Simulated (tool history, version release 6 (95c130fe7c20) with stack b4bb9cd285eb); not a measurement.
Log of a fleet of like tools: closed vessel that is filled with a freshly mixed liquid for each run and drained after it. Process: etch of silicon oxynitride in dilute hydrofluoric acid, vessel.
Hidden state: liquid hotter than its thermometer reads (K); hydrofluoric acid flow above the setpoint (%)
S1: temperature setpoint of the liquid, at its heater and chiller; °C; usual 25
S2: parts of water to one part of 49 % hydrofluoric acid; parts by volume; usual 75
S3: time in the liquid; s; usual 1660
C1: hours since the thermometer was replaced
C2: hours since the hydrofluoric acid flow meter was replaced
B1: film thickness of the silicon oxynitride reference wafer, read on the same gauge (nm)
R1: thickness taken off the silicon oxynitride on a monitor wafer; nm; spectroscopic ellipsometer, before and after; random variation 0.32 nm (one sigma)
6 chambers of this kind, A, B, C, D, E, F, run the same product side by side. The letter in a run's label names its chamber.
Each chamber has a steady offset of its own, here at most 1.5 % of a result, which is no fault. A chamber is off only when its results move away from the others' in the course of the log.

run	day	S1	S2	S3	C1	C2	B1	R1
1D	0.504	25	75	1660	40.6	265.4	39.97	49.619
2C	1.154	25	75	1660	1950.4	1967.5	39.999	49.832
3F	1.812	25	75	1660	1330.9	321.6	39.97	50.168
4B	2.496	25	75	1660	1126.5	492.3	40.001	50.014
5A	2.825	25	75	1660	226.3	75.1	39.983	49.594
6E	3.471	25	75	1660	1082.2	294.3	39.977	49.258
7C	3.896	25	75	1660	2016.2	2033.3	39.986	49.44
8D	4.417	25	75	1660	134.5	359.3	40.001	50.253
9E	4.733	25	75	1660	1112.5	324.6	39.984	49.047
10F	5.121	25	75	1660	1410.3	401	39.986	50.539
11A	5.708	29.5	95	1660	295.5	144.3	39.978	46.691
12B	6.158	29.5	95	1660	1214.4	580.2	40.012	47.432
13C	6.633	29.5	95	1660	2081.9	2099	40.004	47.466
14E	7.146	29.5	95	1660	1170.4	382.5	39.975	47.296
15B	7.817	29.5	95	1660	1254.2	620	39.984	48.292
16D	8.204	29.5	95	1660	225.4	450.2	39.983	47.506
17A	8.717	25	60	1660	367.7	216.5	39.998	62.471
18F	9.254	25	60	1660	1509.5	500.2	39.984	64.557
19B	9.712	25	60	1660	1299.7	665.5	40.009	65.086
20D	10.112	25	60	1660	271.2	496	39.988	63.433
# day 10.604: chamber C: thermometer replaced
21E	10.683	25	60	1660	1255.3	467.4	40.016	62.479
22F	11.017	25	60	1660	1551.8	542.5	40.017	64.986
23A	11.6	25	75	1660	436.9	285.7	40.021	49.748
24C	12.208	25	75	1660	38.6	2232.8	40.018	49.866
25E	12.721	25	75	1660	1304.2	516.3	40.003	49.071
26D	13.333	25	75	1660	348.5	573.3	39.947	49.257
27A	14.004	25	75	1660	494.6	343.4	40.033	49.674
28F	14.671	29.5	75	1660	1639.5	630.2	39.982	62.183
29C	15.092	29.5	75	1660	107.8	2302	40.036	61.058
30B	15.462	29.5	75	1660	1437.7	803.5	40.028	65.721
31D	15.762	29.5	75	1660	406.8	631.6	40.04	61.921
# day 16.171: chamber F: hydrofluoric acid flow meter replaced
32C	16.238	29.5	75	1660	135.3	2329.5	40.006	61.396
33F	16.692	29.5	75	1660	1688	12.5	39.958	62.571
34E	17.308	25	75	1660	1414.3	626.4	40.003	49.417
35B	17.838	25	75	1660	1494.7	860.5	40.012	53.497
36A	18.408	25	75	1660	600.3	449.1	39.995	50.05
37C	19.033	29	75	2010	202.4	2396.6	39.98	72.939
38D	19.417	29	75	2010	494.5	719.3	39.999	73.067

All 6 chambers run these settings next. Forecast each chamber's results:
39A	19.917	25	75	1660				?
39B	19.917	25	75	1660				?
39C	19.917	25	75	1660				?
39D	19.917	25	75	1660				?
39E	19.917	25	75	1660				?
39F	19.917	25	75	1660				?

run	R1
39A	49.749
39B	54.652
39C	49.744
39D	49.993
39E	49.423
39F	50.621

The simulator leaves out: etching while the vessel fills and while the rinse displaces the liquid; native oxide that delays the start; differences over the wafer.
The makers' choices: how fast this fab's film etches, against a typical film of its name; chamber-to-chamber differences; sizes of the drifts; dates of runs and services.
